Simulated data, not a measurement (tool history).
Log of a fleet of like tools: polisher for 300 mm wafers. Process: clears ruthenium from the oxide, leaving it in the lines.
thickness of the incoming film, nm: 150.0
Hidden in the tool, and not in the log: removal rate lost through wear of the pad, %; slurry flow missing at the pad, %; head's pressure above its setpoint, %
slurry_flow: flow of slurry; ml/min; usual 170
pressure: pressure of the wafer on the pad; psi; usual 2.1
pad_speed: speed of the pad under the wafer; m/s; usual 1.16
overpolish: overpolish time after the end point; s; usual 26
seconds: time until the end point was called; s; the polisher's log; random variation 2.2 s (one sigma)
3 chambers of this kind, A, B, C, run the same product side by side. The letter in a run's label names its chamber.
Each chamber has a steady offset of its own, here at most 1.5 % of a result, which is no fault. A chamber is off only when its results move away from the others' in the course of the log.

run,hour,slurry_flow,pressure,pad_speed,overpolish,wafers polished on this pad,hours since the slurry nozzle was cleaned,hours since the head pressure was calibrated,seconds
# hour 4.0: chamber C: worn pad replaced by a new one
1A,4.3,170,2.1,1.16,26,184,6.7,996.7,113.570
2C,11.9,170,2.1,1.16,26,68,587.5,520.8,118.460
3B,17.7,170,2.1,1.16,26,902,294.7,618.9,115.210
# hour 22.9: chamber C: slurry nozzle cleaned
4A,24.4,170,2.1,1.16,26,357,26.8,1016.8,113.200
5B,30.9,170,2.1,1.16,26,1015,307.9,632.1,116.510
6C,35.4,135,2.1,1.42,26,270,12.6,544.3,98.602
# hour 39.9: chamber C: head pressure recalibrated
7B,41.3,135,2.1,1.42,26,1105,318.3,642.5,101.330
# hour 43.3: chamber A: head pressure recalibrated
8A,49.4,135,2.1,1.42,26,572,51.8,6.2,98.984
# hour 53.5: chamber B: worn pad replaced by a new one
9C,55.3,170,2.1,1.16,26,442,32.5,15.4,118.110
10A,61.4,170,2.1,1.16,26,675,63.8,18.2,121.710
11C,67.4,170,2.1,1.16,26,546,44.6,27.5,115.170
# hour 71.0: chamber B: slurry nozzle cleaned
12B,71.4,170,2.1,1.16,26,154,0.4,672.6,114.910
13C,75.3,170,2.1,1.16,32,614,52.5,35.4,111.750
14A,80.2,170,2.1,1.16,32,837,82.6,37.0,119.260
15B,88.3,170,2.1,1.16,32,299,17.3,689.5,116.120
16A,93.3,190,2.1,1.16,20,950,95.7,50.1,122.400
17B,100.2,190,2.1,1.16,20,402,29.2,701.4,112.200
18C,108.0,190,2.1,1.16,20,895,85.2,68.1,112.580
19C,113.7,170,2.1,1.16,26,944,90.9,73.8,115.000
20B,118.6,170,2.1,1.16,26,560,47.6,719.8,113.700
21A,125.7,170,2.1,1.16,26,1229,128.1,82.5,126.870
22B,132.7,170,2.1,1.16,26,681,61.7,733.9,113.710

All 3 chambers run these settings next. Forecast each chamber's results:
23A,139.0,170,2.5,1.16,26,,,,?
23B,139.0,170,2.5,1.16,26,,,,?
23C,139.0,170,2.5,1.16,26,,,,?

run,seconds
23A,108.420
23B,95.996
23C,94.320
